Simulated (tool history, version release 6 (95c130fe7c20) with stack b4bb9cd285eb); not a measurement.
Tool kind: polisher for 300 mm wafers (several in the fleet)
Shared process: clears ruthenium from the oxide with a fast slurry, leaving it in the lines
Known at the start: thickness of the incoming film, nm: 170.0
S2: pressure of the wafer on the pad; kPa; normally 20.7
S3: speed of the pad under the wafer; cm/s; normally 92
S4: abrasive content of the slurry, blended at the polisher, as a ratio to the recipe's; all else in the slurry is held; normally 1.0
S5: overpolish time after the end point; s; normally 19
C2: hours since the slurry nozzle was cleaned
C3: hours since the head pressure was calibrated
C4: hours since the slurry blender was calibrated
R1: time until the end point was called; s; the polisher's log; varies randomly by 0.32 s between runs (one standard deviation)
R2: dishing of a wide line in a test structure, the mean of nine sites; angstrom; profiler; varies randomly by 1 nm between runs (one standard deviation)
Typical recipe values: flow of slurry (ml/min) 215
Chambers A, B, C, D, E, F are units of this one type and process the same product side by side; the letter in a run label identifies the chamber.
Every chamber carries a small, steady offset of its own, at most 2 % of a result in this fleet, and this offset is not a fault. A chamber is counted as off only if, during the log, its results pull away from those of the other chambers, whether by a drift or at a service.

-- hour=1.5 chamber D: slurry blender recalibrated
run 1A hour=5.1 | flow_of_slurry_(ml/min)=215 S2=20.7 S3=92 S4=1.0 S5=19 | wafers_polished_on_this_pad=688 C2=312.0 C3=238.3 C4=105.4 | R1=37.136 R2=517.10
-- hour=8.2 chamber B: worn pad replaced by a new one
run 2E hour=8.8 | flow_of_slurry_(ml/min)=215 S2=20.7 S3=92 S4=1.0 S5=19 | wafers_polished_on_this_pad=894 C2=511.2 C3=785.5 C4=112.2 | R1=37.851 R2=525.21
run 3C hour=13.5 | flow_of_slurry_(ml/min)=215 S2=20.7 S3=92 S4=1.0 S5=19 | wafers_polished_on_this_pad=392 C2=417.7 C3=523.3 C4=183.8 | R1=36.743 R2=519.69
run 4B hour=20.3 | flow_of_slurry_(ml/min)=215 S2=20.7 S3=92 S4=1.0 S5=19 | wafers_polished_on_this_pad=114 C2=156.3 C3=1562.5 C4=169.9 | R1=37.450 R2=526.57
run 5D hour=25.7 | flow_of_slurry_(ml/min)=215 S2=20.7 S3=92 S4=1.0 S5=19 | wafers_polished_on_this_pad=980 C2=586.4 C3=412.4 C4=24.3 | R1=37.392 R2=529.08
-- hour=29.3 chamber D: worn pad replaced by a new one
run 6F hour=33.0 | flow_of_slurry_(ml/min)=215 S2=20.7 S3=92 S4=1.0 S5=19 | wafers_polished_on_this_pad=338 C2=302.1 C3=285.2 C4=223.7 | R1=37.279 R2=521.64
run 7E hour=37.9 | flow_of_slurry_(ml/min)=215 S2=20.7 S3=92 S4=1.0 S5=19 | wafers_polished_on_this_pad=1168 C2=540.3 C3=814.6 C4=141.3 | R1=38.165 R2=519.58
run 8A hour=45.1 | flow_of_slurry_(ml/min)=215 S2=20.7 S3=92 S4=1.0 S5=19 | wafers_polished_on_this_pad=1064 C2=352.0 C3=278.3 C4=145.4 | R1=37.164 R2=527.19
run 9F hour=48.6 | flow_of_slurry_(ml/min)=215 S2=20.7 S3=92 S4=1.0 S5=19 | wafers_polished_on_this_pad=484 C2=317.7 C3=300.8 C4=239.3 | R1=37.635 R2=525.77
-- hour=49.0 chamber C: head pressure recalibrated
-- hour=51.1 chamber C: worn pad replaced by a new one
-- hour=53.6 chamber B: head pressure recalibrated
run 10D hour=54.1 | flow_of_slurry_(ml/min)=215 S2=20.7 S3=92 S4=1.0 S5=19 | wafers_polished_on_this_pad=233 C2=614.8 C3=440.8 C4=52.7 | R1=37.552 R2=531.09
-- hour=58.8 chamber A: worn pad replaced by a new one
run 11B hour=61.1 | flow_of_slurry_(ml/min)=215 S2=20.7 S3=92 S4=1.0 S5=19 | wafers_polished_on_this_pad=497 C2=197.1 C3=7.5 C4=210.7 | R1=37.196 R2=503.08
-- hour=63.0 chamber E: worn pad replaced by a new one
run 12C hour=65.8 | flow_of_slurry_(ml/min)=150 S2=20.7 S3=92 S4=0.9 S5=19 | wafers_polished_on_this_pad=138 C2=470.0 C3=16.8 C4=236.1 | R1=40.824 R2=502.43
run 13F hour=73.2 | flow_of_slurry_(ml/min)=150 S2=20.7 S3=92 S4=0.9 S5=19 | wafers_polished_on_this_pad=716 C2=342.3 C3=325.4 C4=263.9 | R1=41.482 R2=491.54
run 14A hour=78.9 | flow_of_slurry_(ml/min)=150 S2=20.7 S3=92 S4=0.9 S5=19 | wafers_polished_on_this_pad=189 C2=385.8 C3=312.1 C4=179.2 | R1=40.993 R2=497.56
run 15D hour=85.4 | flow_of_slurry_(ml/min)=150 S2=20.7 S3=92 S4=0.9 S5=19 | wafers_polished_on_this_pad=527 C2=646.1 C3=472.1 C4=84.0 | R1=41.851 R2=474.76
run 16B hour=89.4 | flow_of_slurry_(ml/min)=150 S2=20.7 S3=92 S4=0.9 S5=19 | wafers_polished_on_this_pad=763 C2=225.4 C3=35.8 C4=239.0 | R1=41.940 R2=485.21
-- hour=92.5 chamber B: worn pad replaced by a new one
run 17E hour=95.0 | flow_of_slurry_(ml/min)=150 S2=20.7 S3=92 S4=0.9 S5=19 | wafers_polished_on_this_pad=301 C2=597.4 C3=871.7 C4=198.4 | R1=41.219 R2=467.66
run 18C hour=100.9 | flow_of_slurry_(ml/min)=170 S2=20.7 S3=92 S4=1.0 S5=19 | wafers_polished_on_this_pad=468 C2=505.1 C3=51.9 C4=271.2 | R1=38.187 R2=517.14
run 19F hour=106.4 | flow_of_slurry_(ml/min)=170 S2=20.7 S3=92 S4=1.0 S5=19 | wafers_polished_on_this_pad=1027 C2=375.5 C3=358.6 C4=297.1 | R1=38.649 R2=512.93
run 20E hour=111.0 | flow_of_slurry_(ml/min)=170 S2=20.7 S3=92 S4=1.0 S5=19 | wafers_polished_on_this_pad=451 C2=613.4 C3=887.7 C4=214.4 | R1=38.633 R2=509.29
run 21A hour=118.1 | flow_of_slurry_(ml/min)=170 S2=20.7 S3=92 S4=1.0 S5=19 | wafers_polished_on_this_pad=557 C2=425.0 C3=351.3 C4=218.4 | R1=38.004 R2=517.91
run 22B hour=122.6 | flow_of_slurry_(ml/min)=170 S2=20.7 S3=92 S4=1.0 S5=19 | wafers_polished_on_this_pad=282 C2=258.6 C3=69.0 C4=272.2 | R1=40.059 R2=490.01
run 23C hour=127.0 | flow_of_slurry_(ml/min)=170 S2=20.7 S3=92 S4=1.0 S5=19 | wafers_polished_on_this_pad=713 C2=531.2 C3=78.0 C4=297.3 | R1=38.602 R2=499.69
run 24D hour=131.4 | flow_of_slurry_(ml/min)=215 S2=20.7 S3=92 S4=1.0 S5=19 | wafers_polished_on_this_pad=959 C2=692.1 C3=518.1 C4=130.0 | R1=37.804 R2=537.42
-- hour=132.1 chamber D: worn pad replaced by a new one
-- hour=132.2 chamber F: slurry blender recalibrated
run 25F hour=134.9 | flow_of_slurry_(ml/min)=215 S2=20.7 S3=92 S4=1.0 S5=19 | wafers_polished_on_this_pad=1295 C2=404.0 C3=387.1 C4=2.7 | R1=37.846 R2=525.14
-- hour=137.0 chamber D: slurry nozzle cleaned
-- hour=137.1 chamber F: worn pad replaced by a new one
run 26D hour=138.7 | flow_of_slurry_(ml/min)=215 S2=20.7 S3=92 S4=1.0 S5=19 | wafers_polished_on_this_pad=62 C2=1.7 C3=525.4 C4=137.3 | R1=37.510 R2=533.55
-- hour=138.8 chamber C: worn pad replaced by a new one
-- hour=142.3 chamber B: slurry nozzle cleaned
run 27B hour=144.2 | flow_of_slurry_(ml/min)=215 S2=26.9 S3=108 S4=1.0 S5=19 | wafers_polished_on_this_pad=485 C2=1.9 C3=90.6 C4=293.8 | R1=25.238 R2=621.80
run 28A hour=149.7 | flow_of_slurry_(ml/min)=215 S2=26.9 S3=108 S4=1.0 S5=19 | wafers_polished_on_this_pad=854 C2=456.6 C3=382.9 C4=250.0 | R1=24.339 R2=647.06
run 29C hour=154.4 | flow_of_slurry_(ml/min)=215 S2=26.9 S3=108 S4=1.0 S5=19 | wafers_polished_on_this_pad=147 C2=558.6 C3=105.4 C4=324.7 | R1=24.452 R2=660.45
run 30E hour=158.7 | flow_of_slurry_(ml/min)=215 S2=26.9 S3=108 S4=1.0 S5=19 | wafers_polished_on_this_pad=899 C2=661.1 C3=935.4 C4=262.1 | R1=24.627 R2=662.25
run 31C hour=166.1 | flow_of_slurry_(ml/min)=215 S2=26.9 S3=108 S4=1.0 S5=19 | wafers_polished_on_this_pad=257 C2=570.3 C3=117.1 C4=336.4 | R1=24.442 R2=641.72
run 32F hour=171.4 | flow_of_slurry_(ml/min)=215 S2=26.9 S3=108 S4=1.0 S5=19 | wafers_polished_on_this_pad=322 C2=440.5 C3=423.6 C4=39.2 | R1=24.480 R2=671.22
run 33A hour=176.6 | flow_of_slurry_(ml/min)=215 S2=20.7 S3=92 S4=1.0 S5=19 | wafers_polished_on_this_pad=1106 C2=483.5 C3=409.8 C4=276.9 | R1=36.986 R2=548.81
-- hour=178.1 chamber B: worn pad replaced by a new one
-- hour=178.3 chamber A: worn pad replaced by a new one
run 34D hour=183.8 | flow_of_slurry_(ml/min)=215 S2=20.7 S3=92 S4=1.0 S5=19 | wafers_polished_on_this_pad=486 C2=46.8 C3=570.5 C4=182.4 | R1=37.210 R2=529.11
run 35B hour=190.7 | flow_of_slurry_(ml/min)=215 S2=20.7 S3=92 S4=1.0 S5=19 | wafers_polished_on_this_pad=118 C2=48.4 C3=137.1 C4=340.3 | R1=39.520 R2=509.61
-- hour=192.7 chamber E: slurry blender recalibrated
run 36E hour=194.1 | flow_of_slurry_(ml/min)=215 S2=20.7 S3=92 S4=1.0 S5=19 | wafers_polished_on_this_pad=1232 C2=696.5 C3=970.8 C4=1.5 | R1=37.722 R2=534.16
-- hour=194.8 chamber A: head pressure recalibrated
-- hour=199.2 chamber C: slurry blender recalibrated
run 37C hour=201.0 | flow_of_slurry_(ml/min)=215 S2=20.7 S3=92 S4=1.0 S5=19 | wafers_polished_on_this_pad=584 C2=605.2 C3=152.0 C4=1.9 | R1=37.145 R2=516.83
-- hour=203.2 chamber F: head pressure recalibrated
run 38D hour=205.5 | flow_of_slurry_(ml/min)=215 S2=20.7 S3=92 S4=1.0 S5=19 | wafers_polished_on_this_pad=690 C2=68.5 C3=592.2 C4=204.1 | R1=37.293 R2=532.25
run 39E hour=209.0 | flow_of_slurry_(ml/min)=215 S2=20.7 S3=92 S4=1.0 S5=19 | wafers_polished_on_this_pad=1371 C2=711.4 C3=985.7 C4=16.4 | R1=37.891 R2=510.38
run 40B hour=214.5 | flow_of_slurry_(ml/min)=215 S2=20.7 S3=92 S4=1.0 S5=19 | wafers_polished_on_this_pad=342 C2=72.2 C3=160.9 C4=364.1 | R1=39.637 R2=503.71
run 41F hour=219.5 | flow_of_slurry_(ml/min)=215 S2=20.7 S3=92 S4=1.0 S5=19 | wafers_polished_on_this_pad=774 C2=488.6 C3=16.3 C4=87.3 | R1=37.240 R2=530.69
-- hour=221.8 chamber C: worn pad replaced by a new one
run 42A hour=225.0 | flow_of_slurry_(ml/min)=215 S2=24.8 S3=92 S4=1.0 S5=19 | wafers_polished_on_this_pad=439 C2=531.9 C3=30.3 C4=325.3 | R1=30.523 R2=596.28
run 43C hour=230.8 | flow_of_slurry_(ml/min)=215 S2=24.8 S3=92 S4=1.0 S5=19 | wafers_polished_on_this_pad=85 C2=635.0 C3=181.8 C4=31.7 | R1=31.011 R2=596.14
run 44B hour=236.0 | flow_of_slurry_(ml/min)=215 S2=24.8 S3=92 S4=1.0 S5=19 | wafers_polished_on_this_pad=544 C2=93.7 C3=182.4 C4=385.6 | R1=32.708 R2=560.46

Decide between three cases: one chamber stands off from its peers, the gauge reading all wafers drifts, or nothing is wrong past each chamber's small offset. Where a chamber is off, say which and what most likely put it there.

Chamber B drifts away from the others.
What lies behind it: abrasive missing from the slurry, % = 15.5.

Which of the 4 candidates below, each the usual settings with something changed and its results left as question marks, puts chamber B back in line with what the other chambers give on the usual settings?
A result is in line if it is within this distance of the other chambers' mean on the usual settings: R1 1.100 s; R2 36.00 angstrom
run 45B-1 hour=241.5 | flow_of_slurry_(ml/min)=215 S2=21.4 S3=96 S4=1.00 S5=19 | R1=? R2=?
run 45B-2 hour=241.5 | flow_of_slurry_(ml/min)=215 S2=20.0 S3=88 S4=1.00 S5=19 | R1=? R2=?
run 45B-3 hour=241.5 | flow_of_slurry_(ml/min)=215 S2=19.3 S3=86 S4=0.95 S5=18 | R1=? R2=?
run 45B-4 hour=241.5 | flow_of_slurry_(ml/min)=215 S2=22.1 S3=98 S4=1.05 S5=20 | R1=? R2=?

On the usual settings, the other chambers give on average: R1 37.321 s; R2 521.34 angstrom
run=45B-1 R1=37.281 R2=522.93
run=45B-2 R1=43.522 R2=472.95
run=45B-3 R1=47.296 R2=430.19
run=45B-4 R1=34.564 R2=564.69
It is 45B-1 that realigns the chamber with its peers.
